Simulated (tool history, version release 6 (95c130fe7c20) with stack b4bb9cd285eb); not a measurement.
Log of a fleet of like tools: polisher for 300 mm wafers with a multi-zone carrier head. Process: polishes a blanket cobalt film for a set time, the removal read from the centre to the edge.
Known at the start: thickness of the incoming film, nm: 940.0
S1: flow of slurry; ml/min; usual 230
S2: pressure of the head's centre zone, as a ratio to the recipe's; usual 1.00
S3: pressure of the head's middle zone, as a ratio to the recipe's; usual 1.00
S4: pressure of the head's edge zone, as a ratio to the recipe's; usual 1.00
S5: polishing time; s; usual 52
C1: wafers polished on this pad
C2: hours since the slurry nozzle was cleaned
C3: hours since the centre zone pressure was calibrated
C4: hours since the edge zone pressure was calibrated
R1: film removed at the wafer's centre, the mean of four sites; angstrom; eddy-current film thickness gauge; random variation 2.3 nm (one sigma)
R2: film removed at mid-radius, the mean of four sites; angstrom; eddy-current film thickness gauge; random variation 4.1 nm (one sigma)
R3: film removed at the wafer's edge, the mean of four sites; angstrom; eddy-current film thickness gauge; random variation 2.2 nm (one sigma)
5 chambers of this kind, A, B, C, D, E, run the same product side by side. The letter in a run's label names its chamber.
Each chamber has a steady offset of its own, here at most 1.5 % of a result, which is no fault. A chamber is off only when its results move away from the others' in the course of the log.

Run 1C, hour 5.4: usual settings; C1 675; C2 293.1; C3 1197.0; C4 463.4. Result: R1 3105.9 angstrom, R2 3177.9 angstrom, R3 3111.0 angstrom.
At hour 7.3: chamber E: worn pad replaced by a new one.
Run 2E, hour 9.6: usual settings; C1 36; C2 569.7; C3 161.8; C4 63.8. Result: R1 3097.0 angstrom, R2 3108.1 angstrom, R3 3138.4 angstrom.
Run 3D, hour 14.2: usual settings; C1 501; C2 360.3; C3 175.7; C4 354.4. Result: R1 3114.4 angstrom, R2 3073.0 angstrom, R3 3062.4 angstrom.
Run 4B, hour 17.3: usual settings; C1 362; C2 158.9; C3 162.8; C4 431.9. Result: R1 3108.0 angstrom, R2 3096.6 angstrom, R3 3141.3 angstrom.
At hour 21.1: chamber C: worn pad replaced by a new one.
At hour 21.2: chamber D: worn pad replaced by a new one.
Run 5A, hour 21.3: usual settings; C1 1217; C2 482.3; C3 85.3; C4 806.6. Result: R1 3110.3 angstrom, R2 3065.6 angstrom, R3 3169.3 angstrom.
At hour 23.1: chamber A: worn pad replaced by a new one.
Run 6E, hour 24.6: usual settings; C1 273; C2 584.7; C3 176.8; C4 78.8. Result: R1 3143.7 angstrom, R2 3164.0 angstrom, R3 3120.7 angstrom.
Run 7A, hour 28.9: usual settings but S1 265 ml/min, S3 1.07; C1 92; C2 489.9; C3 92.9; C4 814.2. Result: R1 3163.4 angstrom, R2 3424.0 angstrom, R3 3206.4 angstrom.
Run 8D, hour 32.5: usual settings but S1 265 ml/min, S3 1.07; C1 179; C2 378.6; C3 194.0; C4 372.7. Result: R1 3149.6 angstrom, R2 3378.0 angstrom, R3 3140.7 angstrom.
Run 9B, hour 37.3: usual settings but S1 265 ml/min, S3 1.07; C1 678; C2 178.9; C3 182.8; C4 451.9. Result: R1 3212.2 angstrom, R2 3385.9 angstrom, R3 3152.4 angstrom.
Run 10C, hour 43.3: usual settings but S1 265 ml/min, S3 1.07; C1 352; C2 331.0; C3 1234.9; C4 501.3. Result: R1 3138.4 angstrom, R2 3429.6 angstrom, R3 3087.4 angstrom.
Run 11C, hour 49.2: usual settings but S1 265 ml/min, S3 1.07; C1 445; C2 336.9; C3 1240.8; C4 507.2. Result: R1 3184.4 angstrom, R2 3390.3 angstrom, R3 3157.8 angstrom.
At hour 53.9: chamber E: worn pad replaced by a new one.
At hour 54.1: chamber D: worn pad replaced by a new one.
Run 12B, hour 54.1: usual settings; C1 944; C2 195.7; C3 199.6; C4 468.7. Result: R1 3126.9 angstrom, R2 3166.6 angstrom, R3 3181.4 angstrom.
Run 13A, hour 58.6: usual settings; C1 562; C2 519.6; C3 122.6; C4 843.9. Result: R1 3129.0 angstrom, R2 3040.3 angstrom, R3 3130.8 angstrom.
Run 14D, hour 63.4: usual settings but S4 1.04, S5 61 s; C1 147; C2 409.5; C3 224.9; C4 403.6. Result: R1 3608.8 angstrom, R2 3649.4 angstrom, R3 3741.1 angstrom.
Run 15E, hour 68.5: usual settings but S4 1.04, S5 61 s; C1 231; C2 628.6; C3 220.7; C4 122.7. Result: R1 3684.9 angstrom, R2 3694.1 angstrom, R3 3734.7 angstrom.
At hour 69.3: chamber B: worn pad replaced by a new one.
Run 16D, hour 74.6: usual settings but S4 1.04, S5 61 s; C1 324; C2 420.7; C3 236.1; C4 414.8. Result: R1 3645.0 angstrom, R2 3677.7 angstrom, R3 3710.9 angstrom.
Run 17B, hour 77.6: usual settings but S4 1.04, S5 61 s; C1 131; C2 219.2; C3 223.1; C4 492.2. Result: R1 3649.8 angstrom, R2 3675.7 angstrom, R3 3758.4 angstrom.
Run 18C, hour 80.6: usual settings but S4 1.04, S5 61 s; C1 941; C2 368.3; C3 1272.2; C4 538.6. Result: R1 3638.9 angstrom, R2 3703.0 angstrom, R3 3755.6 angstrom.
At hour 81.2: chamber C: worn pad replaced by a new one.
Run 19E, hour 83.6: usual settings; C1 469; C2 643.7; C3 235.8; C4 137.8. Result: R1 3112.7 angstrom, R2 3106.8 angstrom, R3 3166.4 angstrom.
At hour 85.9: chamber D: slurry nozzle cleaned.
Run 20A, hour 89.2: usual settings but S1 265 ml/min, S3 0.92; C1 1045; C2 550.2; C3 153.2; C4 874.5. Result: R1 3173.9 angstrom, R2 2974.3 angstrom, R3 3205.1 angstrom.
At hour 89.3: chamber A: worn pad replaced by a new one.
At hour 90.4: chamber D: worn pad replaced by a new one.
Run 21E, hour 93.3: usual settings but S1 265 ml/min, S3 0.92; C1 623; C2 653.4; C3 245.5; C4 147.5. Result: R1 3201.5 angstrom, R2 2902.6 angstrom, R3 3161.0 angstrom.
Run 22D, hour 99.0: usual settings but S1 265 ml/min, S3 0.92; C1 136; C2 13.2; C3 260.5; C4 439.2. Result: R1 3185.0 angstrom, R2 2948.3 angstrom, R3 3140.3 angstrom.
Run 23C, hour 102.4: usual settings but S1 265 ml/min, S3 0.92; C1 335; C2 390.1; C3 1294.0; C4 560.4. Result: R1 3215.1 angstrom, R2 2886.9 angstrom, R3 3143.3 angstrom.
At hour 103.9: chamber E: worn pad replaced by a new one.
At hour 106.8: chamber B: slurry nozzle cleaned.
Run 24B, hour 107.7: usual settings but S1 265 ml/min, S3 0.92; C1 607; C2 0.9; C3 253.2; C4 522.3. Result: R1 3217.3 angstrom, R2 3013.9 angstrom, R3 3218.9 angstrom.
Run 25A, hour 112.0: usual settings; C1 360; C2 573.0; C3 176.0; C4 897.3. Result: R1 3095.9 angstrom, R2 3133.6 angstrom, R3 3134.6 angstrom.
Run 26E, hour 117.0: usual settings; C1 207; C2 677.1; C3 269.2; C4 171.2. Result: R1 3083.4 angstrom, R2 3088.1 angstrom, R3 3122.6 angstrom.
Run 27B, hour 120.3: usual settings; C1 806; C2 13.5; C3 265.8; C4 534.9. Result: R1 3113.0 angstrom, R2 3127.0 angstrom, R3 3149.0 angstrom.
At hour 124.6: chamber E: slurry nozzle cleaned.
Run 28A, hour 125.7: usual settings; C1 577; C2 586.7; C3 189.7; C4 911.0. Result: R1 3119.9 angstrom, R2 3129.2 angstrom, R3 3147.3 angstrom.
At hour 128.4: chamber D: worn pad replaced by a new one.
Run 29D, hour 129.9: usual settings; C1 24; C2 44.1; C3 291.4; C4 470.1. Result: R1 3080.9 angstrom, R2 3056.9 angstrom, R3 3102.0 angstrom.
Run 30C, hour 132.9: usual settings; C1 818; C2 420.6; C3 1324.5; C4 590.9. Result: R1 3105.5 angstrom, R2 3155.5 angstrom, R3 3108.4 angstrom.
At hour 136.0: chamber B: worn pad replaced by a new one.
Run 31E, hour 137.4: usual settings; C1 529; C2 12.9; C3 289.6; C4 191.6. Result: R1 3117.7 angstrom, R2 3045.8 angstrom, R3 3141.5 angstrom.
Run 32C, hour 143.2: usual settings but S2 0.93; C1 980; C2 430.9; C3 1334.8; C4 601.2. Result: R1 2914.5 angstrom, R2 3140.7 angstrom, R3 3130.3 angstrom.
At hour 145.8: chamber C: worn pad replaced by a new one.
Run 33A, hour 147.9: usual settings but S2 0.93; C1 927; C2 608.9; C3 211.9; C4 933.2. Result: R1 2849.7 angstrom, R2 3113.2 angstrom, R3 3173.7 angstrom.
At hour 151.4: chamber E: worn pad replaced by a new one.
Run 34D, hour 153.8: usual settings but S2 0.93; C1 402; C2 68.0; C3 315.3; C4 494.0. Result: R1 2861.0 angstrom, R2 3137.7 angstrom, R3 3085.6 angstrom.
Run 35B, hour 157.9: usual settings but S2 0.93; C1 347; C2 51.1; C3 303.4; C4 572.5. Result: R1 2895.1 angstrom, R2 3074.0 angstrom, R3 3141.9 angstrom.
At hour 163.3: chamber A: worn pad replaced by a new one.
Run 36B, hour 163.8: usual settings but S2 0.93; C1 440; C2 57.0; C3 309.3; C4 578.4. Result: R1 2918.5 angstrom, R2 3101.1 angstrom, R3 3138.9 angstrom.
Run 37C, hour 167.9: usual settings; C1 350; C2 455.6; C3 1359.5; C4 625.9. Result: R1 3057.9 angstrom, R2 3125.2 angstrom, R3 3109.2 angstrom.
At hour 169.1: chamber D: worn pad replaced by a new one.
Run 38D, hour 172.1: usual settings; C1 48; C2 86.3; C3 333.6; C4 512.3. Result: R1 3075.4 angstrom, R2 3099.0 angstrom, R3 3060.1 angstrom.
Run 39A, hour 176.3: usual settings; C1 206; C2 637.3; C3 240.3; C4 961.6. Result: R1 3140.8 angstrom, R2 3069.0 angstrom, R3 3110.9 angstrom.
Run 40E, hour 182.2: usual settings but S2 1.07, S4 1.11; C1 488; C2 57.7; C3 334.4; C4 236.4. Result: R1 3352.4 angstrom, R2 3064.0 angstrom, R3 3362.1 angstrom.
At hour 184.9: chamber A: edge zone pressure recalibrated.
Run 41E, hour 188.3: usual settings but S2 1.07, S4 1.11; C1 584; C2 63.8; C3 340.5; C4 242.5. Result: R1 3340.4 angstrom, R2 3119.1 angstrom, R3 3309.5 angstrom.
Run 42A, hour 192.1: usual settings but S2 1.07, S4 1.11; C1 456; C2 653.1; C3 256.1; C4 7.2. Result: R1 3317.1 angstrom, R2 3112.1 angstrom, R3 3314.8 angstrom.

What goes on in this fleet: one chamber off, a drifting gauge, or nothing beyond the chambers' own small offsets? Name the chamber and the cause, if any.

No chamber stands off beyond its own small offset, and the gauge holds steady.

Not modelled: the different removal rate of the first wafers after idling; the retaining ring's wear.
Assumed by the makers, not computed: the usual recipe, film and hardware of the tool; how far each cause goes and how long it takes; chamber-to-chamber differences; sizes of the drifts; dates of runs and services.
